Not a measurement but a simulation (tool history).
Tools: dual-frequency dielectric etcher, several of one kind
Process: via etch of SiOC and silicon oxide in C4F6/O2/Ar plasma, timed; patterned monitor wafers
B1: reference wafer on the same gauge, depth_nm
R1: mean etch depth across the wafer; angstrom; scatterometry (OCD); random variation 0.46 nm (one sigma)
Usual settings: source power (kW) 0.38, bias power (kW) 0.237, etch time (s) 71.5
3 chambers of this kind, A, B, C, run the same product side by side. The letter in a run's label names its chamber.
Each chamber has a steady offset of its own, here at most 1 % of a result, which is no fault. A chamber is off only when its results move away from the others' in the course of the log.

Run 1A, day 0.612: usual settings; B1 93.013. Result: R1 865.58 angstrom.
Run 2B, day 1.175: usual settings; B1 92.931. Result: R1 861.87 angstrom.
Run 3C, day 1.825: usual settings; B1 93.014. Result: R1 865.43 angstrom.
Run 4C, day 2.125: usual settings; B1 92.958. Result: R1 866.08 angstrom.
Run 5A, day 2.783: usual settings; B1 92.938. Result: R1 870.56 angstrom.
Run 6B, day 3.108: usual settings; B1 92.944. Result: R1 871.03 angstrom.
Run 7B, day 3.479: usual settings; B1 92.961. Result: R1 869.57 angstrom.
Run 8A, day 4.129: usual settings; B1 92.896. Result: R1 867.57 angstrom.
Run 9C, day 4.55: usual settings; B1 92.988. Result: R1 862.91 angstrom.
Run 10A, day 4.95: usual settings; B1 93.03. Result: R1 871.62 angstrom.
Run 11B, day 5.329: usual settings; B1 93.012. Result: R1 867.8 angstrom.
Run 12C, day 5.921: usual settings; B1 93.032. Result: R1 867.91 angstrom.
Run 13C, day 6.575: usual settings; B1 93.052. Result: R1 870.96 angstrom.
Run 14A, day 7.108: usual settings but source power (kW) 0.47, etch time (s) 51; B1 92.959. Result: R1 671.14 angstrom.
At day 7.238: chamber C: wet clean of the chamber.
Run 15B, day 7.421: usual settings but source power (kW) 0.47, etch time (s) 51; B1 92.859. Result: R1 668.46 angstrom.
Run 16A, day 7.846: usual settings but source power (kW) 0.47, etch time (s) 51; B1 93.09. Result: R1 678.16 angstrom.
Run 17B, day 8.508: usual settings; B1 92.947. Result: R1 852.53 angstrom.
Run 18C, day 9.096: usual settings; B1 93.049. Result: R1 870.22 angstrom.
Run 19C, day 9.7: usual settings; B1 92.967. Result: R1 861.51 angstrom.
At day 9.85: chamber A: wet clean of the chamber.
Run 20B, day 10.254: usual settings; B1 93.03. Result: R1 853.54 angstrom.
Run 21A, day 10.617: usual settings; B1 92.987. Result: R1 877.55 angstrom.
Run 22C, day 11.071: usual settings; B1 93.078. Result: R1 865.16 angstrom.
Run 23B, day 11.446: usual settings but source power (kW) 0.42, etch time (s) 80; B1 92.937. Result: R1 994.16 angstrom.
Run 24A, day 11.988: usual settings but source power (kW) 0.42, etch time (s) 80; B1 92.986. Result: R1 1010.6 angstrom.
At day 12.421: chamber A: bias power generator calibrated.
Run 25A, day 12.621: usual settings but source power (kW) 0.42, etch time (s) 80; B1 92.984. Result: R1 1010.4 angstrom.
Run 26B, day 13.154: usual settings; B1 93.115. Result: R1 838.52 angstrom.
Run 27C, day 13.467: usual settings; B1 93.014. Result: R1 865.33 angstrom.
At day 13.692: chamber A: source power generator calibrated.
Run 28C, day 14.1: usual settings; B1 93.057. Result: R1 867.57 angstrom.
Run 29B, day 14.567: usual settings but bias power (kW) 0.218; B1 92.985. Result: R1 823.23 angstrom.
Run 30A, day 15.254: usual settings but bias power (kW) 0.218; B1 92.943. Result: R1 849.73 angstrom.
Run 31A, day 15.9: usual settings but bias power (kW) 0.218; B1 93.151. Result: R1 852.98 angstrom.
Run 32B, day 16.471: usual settings; B1 93.058. Result: R1 843.06 angstrom.
Run 33C, day 17.1: usual settings; B1 93.099. Result: R1 859.94 angstrom.
Run 34A, day 17.625: usual settings; B1 93.031. Result: R1 879.43 angstrom.
Run 35B, day 17.979: usual settings; B1 92.86. Result: R1 834.09 angstrom.
Run 36C, day 18.283: usual settings; B1 92.953. Result: R1 877.03 angstrom.
Run 37B, day 18.792: usual settings; B1 92.966. Result: R1 833.56 angstrom.
Run 38C, day 19.212: usual settings; B1 92.979. Result: R1 872.88 angstrom.
At day 19.238: chamber B: source power generator calibrated.
Run 39A, day 19.558: usual settings; B1 93.038. Result: R1 880.68 angstrom.
Run 40C, day 20.125: usual settings; B1 93.069. Result: R1 861.65 angstrom.
Run 41B, day 20.742: usual settings but bias power (kW) 0.294; B1 93.046. Result: R1 890.79 angstrom.
Run 42A, day 21.142: usual settings but bias power (kW) 0.294; B1 92.874. Result: R1 937.55 angstrom.
Run 43C, day 21.446: usual settings but bias power (kW) 0.294; B1 93.011. Result: R1 942.17 angstrom.
Run 44A, day 21.804: usual settings; B1 93.062. Result: R1 874.42 angstrom.

Is one chamber off against the others, does the gauge drift, or is nothing wrong? If a chamber is off, say which, and what the likeliest cause is.

Chamber B drifts away from the others.
Cause: etch rate under this chamber's usual, % = 5.15.

Here are 4 candidates for chamber B's next run, each the usual settings with a change, their results left as question marks. Which one brings its results back in line with what the others give on the usual settings?
In line means no further than this from the other chambers' mean on the usual settings: R1 16 angstrom
Run 45B-1, day 22.3: usual settings but etch time (s) 80. Result: R1 ?.
Run 45B-2, day 22.3: usual settings but bias power (kW) 0.17. Result: R1 ?.
Run 45B-3, day 22.3: usual settings but etch time (s) 75.5. Result: R1 ?.
Run 45B-4, day 22.3: usual settings but bias power (kW) 0.198. Result: R1 ?.

The other chambers' mean on the usual settings: R1 871.12 angstrom
  run      R1
45B-1  920.14
45B-2  736.49
45B-3  868.38
45B-4  774.05
45B-3 brings the chamber back in line.

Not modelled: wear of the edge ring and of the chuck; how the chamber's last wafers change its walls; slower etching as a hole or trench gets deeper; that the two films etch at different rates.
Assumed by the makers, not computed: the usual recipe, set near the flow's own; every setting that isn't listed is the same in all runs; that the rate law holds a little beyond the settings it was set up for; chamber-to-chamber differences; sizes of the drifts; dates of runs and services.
